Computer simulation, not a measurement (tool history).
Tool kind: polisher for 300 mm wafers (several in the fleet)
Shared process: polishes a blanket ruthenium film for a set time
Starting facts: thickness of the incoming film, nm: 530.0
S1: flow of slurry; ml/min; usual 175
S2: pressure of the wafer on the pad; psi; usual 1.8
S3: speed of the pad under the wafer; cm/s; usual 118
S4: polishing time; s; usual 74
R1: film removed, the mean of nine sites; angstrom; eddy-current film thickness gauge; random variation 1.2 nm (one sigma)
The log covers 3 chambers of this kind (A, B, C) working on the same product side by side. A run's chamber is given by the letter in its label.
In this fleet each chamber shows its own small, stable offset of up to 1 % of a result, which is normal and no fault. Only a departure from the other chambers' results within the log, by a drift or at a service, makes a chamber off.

run	hour	S1	S2	S3	S4	R1
1C	5.4	175	1.8	118	74	962.36
2A	11.0	175	1.8	118	74	964.53
3B	15.5	175	1.8	118	74	945.07
4B	24.1	175	1.8	118	74	950.95
# hour 27.8: chamber B: worn pad replaced by a new one
5A	32.0	175	1.8	118	74	953.47
6C	40.5	175	1.8	118	74	953.84
# hour 43.6: chamber A: worn pad replaced by a new one
7B	44.3	175	1.8	118	74	944.20
# hour 48.3: chamber C: worn pad replaced by a new one
8C	48.3	175	1.8	118	74	986.69
9A	55.6	175	1.8	118	74	963.63
10B	62.7	175	1.8	118	74	961.50
# hour 67.6: chamber B: worn pad replaced by a new one
# hour 68.7: chamber C: slurry nozzle cleaned
11A	71.5	175	1.8	118	74	955.53
12C	76.0	175	1.8	118	74	962.75
13C	81.8	175	1.8	104	63	732.60
14B	88.8	175	1.8	104	63	712.11
# hour 90.0: chamber A: head pressure recalibrated
# hour 94.5: chamber A: worn pad replaced by a new one
# hour 95.3: chamber C: worn pad replaced by a new one
15A	97.5	175	1.8	104	63	813.05
16A	103.7	175	1.8	118	74	1095.20
17B	109.4	175	1.8	118	74	941.87
18C	114.4	175	1.8	118	74	971.74
# hour 115.2: chamber B: worn pad replaced by a new one
19B	120.9	175	1.8	118	74	930.98
20A	129.0	175	1.8	156	74	1418.60
21C	136.6	175	1.8	156	74	1270.90
# hour 144.0: chamber C: worn pad replaced by a new one
22C	145.0	175	1.8	156	74	1276.30
23B	151.7	175	1.8	118	74	961.50
# hour 152.3: chamber A: worn pad replaced by a new one
24A	160.4	175	1.8	118	74	1081.20
# hour 162.2: chamber B: worn pad replaced by a new one
25A	165.4	175	1.8	118	74	1094.00
26C	172.1	175	1.8	118	74	949.25
27B	177.2	175	1.8	118	74	944.28
28C	184.5	175	1.8	118	74	957.78
# hour 190.6: chamber A: slurry nozzle cleaned
# hour 191.5: chamber C: worn pad replaced by a new one
29B	192.1	175	1.8	118	74	940.57
30A	200.0	175	1.8	118	74	1064.60
31C	204.4	175	1.8	118	74	968.66
32A	208.3	175	1.8	118	74	1069.70
# hour 209.4: chamber B: worn pad replaced by a new one
33B	212.4	175	1.8	118	74	954.39

Next, all 3 chambers run the settings below, one line each with question marks for the results. What does each chamber give?
34A	218.7	175	1.8	118	74	?
34B	218.7	175	1.8	118	74	?
34C	218.7	175	1.8	118	74	?

run	R1
34A	1080.00
34B	951.60
34C	974.87
